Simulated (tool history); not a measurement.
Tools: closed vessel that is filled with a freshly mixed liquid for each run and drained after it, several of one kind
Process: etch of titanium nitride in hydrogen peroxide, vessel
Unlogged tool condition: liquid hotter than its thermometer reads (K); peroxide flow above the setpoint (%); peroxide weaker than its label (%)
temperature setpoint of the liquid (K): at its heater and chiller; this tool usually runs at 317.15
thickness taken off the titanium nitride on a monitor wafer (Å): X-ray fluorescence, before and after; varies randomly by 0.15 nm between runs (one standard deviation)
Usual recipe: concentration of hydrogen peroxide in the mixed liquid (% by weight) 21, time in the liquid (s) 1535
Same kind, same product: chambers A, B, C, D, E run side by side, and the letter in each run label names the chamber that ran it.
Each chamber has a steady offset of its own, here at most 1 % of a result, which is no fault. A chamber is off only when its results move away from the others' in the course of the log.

run,hour,temperature setpoint of the liquid (K),concentration of hydrogen peroxide in the mixed liquid (% by weight),time in the liquid (s),hours since the thermometer was replaced,hours since the peroxide flow meter was replaced,hours since the drum of peroxide was connected,"read-back film thickness of the titanium nitride reference wafer, read on the same gauge (nm)",thickness taken off the titanium nitride on a monitor wafer (Å)
1B,9.1,317.15,21,1535,839.8,261.8,570.9,40.017,250.48
2D,15.3,317.15,21,1535,497.2,373.7,655.1,40.011,248.23
3C,25.6,317.15,21,1535,1968.4,1881.8,270.5,39.999,249.28
4E,36.5,317.15,21,1535,2075.3,788.5,110.5,40.003,246.51
5A,43.7,317.15,21,1535,641.8,2004.3,575.6,40.001,248.31
6A,53.6,317.15,21,1535,651.7,2014.2,585.5,39.982,247.12
7B,65.6,317.15,21,1535,896.3,318.3,627.4,40.002,249.29
8D,71.1,317.15,21,1535,553,429.5,710.9,39.992,248.22
9E,78.4,317.15,21,1535,2117.2,830.4,152.4,39.981,245.18
10C,87.9,317.15,21,1535,2030.7,1944.1,332.8,40.018,250.85
11D,98.5,317.15,21,1535,580.4,456.9,738.3,40.008,250.42
12E,104.8,317.15,21,1535,2143.6,856.8,178.8,39.995,247.56
# hour 109.1: chamber A: new drum of peroxide connected
13C,111.2,317.15,21,1535,2054,1967.4,356.1,39.979,250.68
14A,117.3,310.15,21,1535,715.4,2077.9,8.3,40.022,144.42
15B,127.6,310.15,21,1535,958.3,380.3,689.4,39.997,148.2
16D,137.4,310.15,21,1535,619.3,495.8,777.2,40.006,144.13
17C,149.5,310.15,21,1535,2092.3,2005.7,394.4,39.987,146.38
# hour 155.2: chamber C: new drum of peroxide connected
18B,157.7,310.15,21,1535,988.4,410.4,719.5,39.985,145.75
19A,164.4,317.15,21,1535,762.5,2125,55.4,40.012,247.3
20E,174.4,317.15,21,1535,2213.2,926.4,248.4,40.016,245.8
# hour 177: chamber C: thermometer replaced
# hour 178.3: chamber E: thermometer replaced
21A,185.4,317.15,21,1535,783.5,2146,76.4,40.018,244.98
22E,191.5,317.15,21,1535,13.3,943.5,265.5,39.958,246.78
23B,202.6,317.15,21,1535,1033.3,455.3,764.4,40.015,248.48
24C,212.5,317.15,21,1535,35.5,2068.7,57.3,40.005,250.1
25D,223.7,317.15,21,1535,705.6,582.1,863.5,39.973,249.16
26B,232.9,317.15,21,1535,1063.6,485.6,794.7,40.003,250.42
27C,243.4,317.15,21,1535,66.4,2099.6,88.2,39.998,249.84
28A,252.2,317.15,21,1535,850.3,2212.8,143.2,39.994,249.28
29E,258.7,317.15,21,1535,80.5,1010.7,332.7,39.993,248.35
30D,268.7,317.15,21,1535,750.6,627.1,908.5,40.004,245.53
31A,278.2,326.15,16,1535,876.3,2238.8,169.2,40.005,457.62
32E,290.2,326.15,16,1535,112,1042.2,364.2,39.996,445.64
33B,298.7,326.15,16,1535,1129.4,551.4,860.5,40.016,455.42

All chambers now run identical settings, listed one chamber a line with results as question marks. What results will each chamber show?
34A,307.4,317.15,21,1535,,,,,?
34B,307.4,317.15,21,1535,,,,,?
34C,307.4,317.15,21,1535,,,,,?
34D,307.4,317.15,21,1535,,,,,?
34E,307.4,317.15,21,1535,,,,,?

run,thickness taken off the titanium nitride on a monitor wafer (Å)
34A,246.63
34B,249.22
34C,250.73
34D,246.45
34E,247.76
